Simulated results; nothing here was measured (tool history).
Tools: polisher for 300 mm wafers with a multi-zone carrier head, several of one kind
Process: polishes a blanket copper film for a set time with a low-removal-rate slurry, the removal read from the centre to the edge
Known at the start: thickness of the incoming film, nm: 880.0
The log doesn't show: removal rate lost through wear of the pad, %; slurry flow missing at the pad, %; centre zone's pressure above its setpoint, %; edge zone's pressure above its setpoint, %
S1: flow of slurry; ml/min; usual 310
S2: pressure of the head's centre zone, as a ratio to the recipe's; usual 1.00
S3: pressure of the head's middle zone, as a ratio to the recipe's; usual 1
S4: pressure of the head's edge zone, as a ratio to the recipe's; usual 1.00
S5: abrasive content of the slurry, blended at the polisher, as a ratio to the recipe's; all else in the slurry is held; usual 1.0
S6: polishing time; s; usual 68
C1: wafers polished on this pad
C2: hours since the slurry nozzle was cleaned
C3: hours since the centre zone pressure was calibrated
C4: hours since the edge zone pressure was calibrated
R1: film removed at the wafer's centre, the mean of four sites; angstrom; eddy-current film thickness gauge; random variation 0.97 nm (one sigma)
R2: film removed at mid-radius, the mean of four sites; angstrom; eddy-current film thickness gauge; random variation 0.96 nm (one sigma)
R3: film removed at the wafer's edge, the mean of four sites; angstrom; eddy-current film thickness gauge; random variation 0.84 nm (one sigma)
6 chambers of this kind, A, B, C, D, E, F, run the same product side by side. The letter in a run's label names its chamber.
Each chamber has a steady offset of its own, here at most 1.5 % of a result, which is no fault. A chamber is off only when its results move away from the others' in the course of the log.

run	hour	S1	S2	S3	S4	S5	S6	C1	C2	C3	C4	R1	R2	R3
# hour 6.7: chamber D: worn pad replaced by a new one
1E	10.9	310	1.00	1	1.00	1.0	68	1023	580.9	66.6	519.9	1103.50	1116.4	1099.1
2B	18.8	310	1.00	1	1.00	1.0	68	416	240.3	931.6	137.2	1090.90	1113.5	1110.6
# hour 30.6: chamber E: worn pad replaced by a new one
3C	35.3	310	1.00	1	1.00	1.0	68	949	275.5	498.0	299.0	1120.00	1113.0	1089.2
4A	45.1	310	1.00	1	1.00	1.0	68	810	320.3	164.1	961.3	1088.60	1111.5	1094.8
# hour 57.3: chamber C: worn pad replaced by a new one
5F	57.8	310	1.00	1	1.00	1.0	68	886	146.5	280.3	384.0	1109.60	1106.0	1103.0
# hour 63.0: chamber A: worn pad replaced by a new one
6D	65.1	310	1.00	1	1.00	1.0	68	768	147.4	206.2	220.8	1106.50	1120.9	1096.9
7E	80.2	310	1.00	1	1.00	1.0	68	651	650.2	135.9	589.2	1092.20	1106.5	1087.4
# hour 81.7: chamber F: worn pad replaced by a new one
# hour 84.0: chamber B: worn pad replaced by a new one
8F	92.0	310	1.00	1	1.00	1.0	68	135	180.7	314.5	418.2	1093.20	1095.6	1104.8
# hour 99.4: chamber D: worn pad replaced by a new one
9D	102.8	310	1.00	1	1.00	1.0	68	45	185.1	243.9	258.5	1103.90	1114.0	1104.6
# hour 111.6: chamber E: worn pad replaced by a new one
# hour 112.6: chamber C: slurry nozzle cleaned
10A	112.6	310	1.00	1	1.00	1.0	68	651	387.8	231.6	1028.8	1098.20	1092.8	1096.2
# hour 117.0: chamber A: edge zone pressure recalibrated
11B	127.0	310	1.00	1	1.07	0.7	68	565	348.5	1039.8	245.4	1022.10	1029.9	1051.2
12C	139.0	310	1.00	1	1.07	0.7	68	1073	26.5	601.7	402.7	1015.90	1016.4	1049.5
# hour 142.4: chamber C: worn pad replaced by a new one
# hour 144.2: chamber D: slurry nozzle cleaned
13B	153.8	310	1.00	1	1.07	0.7	68	917	375.3	1066.6	272.2	997.84	1025.1	1037.5
# hour 156.2: chamber A: worn pad replaced by a new one
# hour 157.2: chamber F: worn pad replaced by a new one
14A	164.5	310	1.00	1	1.07	0.7	68	110	439.7	283.5	47.5	1027.10	1025.1	1062.3
# hour 172.2: chamber B: worn pad replaced by a new one
15E	176.4	310	1.00	1	1.07	0.7	68	851	746.4	232.1	685.4	1032.20	1007.6	1065.8
16C	187.0	310	1.00	1	1.07	0.7	68	586	74.5	649.7	450.7	1009.20	1026.2	1057.0
# hour 188.5: chamber D: worn pad replaced by a new one
# hour 191.5: chamber E: worn pad replaced by a new one
# hour 193.2: chamber E: slurry nozzle cleaned
17D	202.2	310	1.00	1	1.00	1.0	68	180	58.0	343.3	357.9	1095.00	1114.0	1106.4
18F	210.5	310	1.00	1	1.00	1.0	68	700	299.2	433.0	536.7	1104.20	1104.0	1105.4
# hour 214.8: chamber E: edge zone pressure recalibrated
# hour 223.5: chamber C: worn pad replaced by a new one
19D	225.0	310	1.00	1	1.00	1.0	68	480	80.8	366.1	380.7	1088.40	1106.6	1105.3
20B	237.7	310	1.00	1	1.00	1.0	68	861	459.2	1150.5	356.1	1083.70	1092.3	1081.0
# hour 239.9: chamber B: slurry nozzle cleaned
# hour 244.0: chamber A: worn pad replaced by a new one
21A	245.8	310	1.00	1	1.00	1.0	68	23	521.0	364.8	128.8	1075.00	1113.3	1107.5
# hour 249.1: chamber D: edge zone pressure recalibrated
# hour 249.7: chamber F: worn pad replaced by a new one
22C	256.1	310	1.00	1	1.00	1.0	68	429	143.6	718.8	519.8	1099.00	1108.4	1092.4
23F	264.0	310	1.09	1	1.00	1.0	84	188	352.7	486.5	590.2	1506.80	1352.7	1353.5
# hour 267.8: chamber B: worn pad replaced by a new one
24E	272.2	310	1.09	1	1.00	1.0	84	1060	79.1	327.9	57.4	1501.40	1345.5	1368.8
# hour 274.3: chamber D: centre zone pressure recalibrated
# hour 275.6: chamber E: centre zone pressure recalibrated
# hour 278.1: chamber F: centre zone pressure recalibrated
# hour 281.2: chamber E: worn pad replaced by a new one
25B	285.6	310	1.09	1	1.00	1.0	84	234	45.7	1198.4	404.0	1506.20	1364.4	1357.5
# hour 288.5: chamber D: worn pad replaced by a new one
26C	295.3	310	1.09	1	1.00	1.0	84	944	182.8	758.0	559.0	1519.60	1364.5	1359.6
27E	303.9	310	1.09	1	1.00	1.0	84	298	110.8	28.4	89.1	1501.70	1340.5	1370.5
# hour 315.7: chamber C: worn pad replaced by a new one
# hour 317.5: chamber A: worn pad replaced by a new one
28D	318.9	310	1.09	1	1.00	1.0	84	400	174.7	44.7	69.9	1624.30	1389.4	1368.5
29A	330.7	310	1.00	1	1.00	1.0	68	174	605.9	449.7	213.7	1088.70	1102.5	1106.3
# hour 334.7: chamber D: slurry nozzle cleaned
# hour 335.7: chamber F: worn pad replaced by a new one
# hour 337.2: chamber B: edge zone pressure recalibrated
30F	340.0	310	1.00	1	1.00	1.0	68	57	428.7	62.0	666.2	1101.10	1094.5	1096.7
# hour 340.7: chamber F: slurry nozzle cleaned
# hour 341.7: chamber B: centre zone pressure recalibrated
31E	355.3	310	1.00	1	1.00	1.0	68	974	162.2	79.8	140.5	1102.80	1091.1	1107.0
# hour 362.4: chamber B: worn pad replaced by a new one
# hour 367.9: chamber E: worn pad replaced by a new one
# hour 371.0: chamber D: worn pad replaced by a new one
32A	371.8	310	1.00	1	1.00	1.0	68	714	647.0	490.8	254.8	1093.40	1080.6	1097.2
33D	379.4	310	1.00	1	1.00	1.0	68	110	44.7	105.2	130.4	1239.40	1088.8	1104.5
# hour 390.4: chamber C: slurry nozzle cleaned
34F	393.6	310	1.00	1	1.00	1.0	68	761	53.0	115.6	719.8	1102.20	1093.8	1104.1
# hour 397.9: chamber C: worn pad replaced by a new one
35B	401.8	310	1.00	1	1.00	1.0	68	518	161.9	60.2	64.7	1105.60	1106.0	1085.6
36C	415.3	310	1.00	1	1.00	1.0	68	229	24.9	878.0	679.0	1102.50	1089.3	1085.6
37E	424.4	310	1.00	1	1.00	1.0	68	743	231.3	148.9	209.6	1112.20	1098.9	1102.3

Is one chamber off against the others, does the gauge drift, or is nothing wrong? If a chamber is off, say which, and what the likeliest cause is.

A service left chamber D off against the others.
Cause: centre zone's pressure above its setpoint, % = 10.1.

Here are 4 candidates for chamber D's next run, each the usual settings with a change, their results left as question marks. Which one brings its results back in line with what the others give on the usual settings?
In line means no further than this from the other chambers' mean on the usual settings: R1 34.00 angstrom; R2 34.0 angstrom; R3 29.0 angstrom
38D-1	436.3	300	0.85	1.02	1.05	1.0	65					?	?	?
38D-2	436.3	315	1.08	0.99	0.97	1.0	69					?	?	?
38D-3	436.3	325	1.17	0.97	0.94	1.0	72					?	?	?
38D-4	436.3	305	0.92	1.01	1.03	1.0	67					?	?	?

The other chambers' mean on the usual settings: R1 1098.60 angstrom; R2 1099.2 angstrom; R3 1097.7 angstrom
run	R1	R2	R3
38D-1	983.99	1076.6	1084.2
38D-2	1359.20	1115.4	1108.3
38D-3	1549.30	1144.9	1140.8
38D-4	1107.20	1101.0	1107.7
38D-4 brings the chamber back in line.
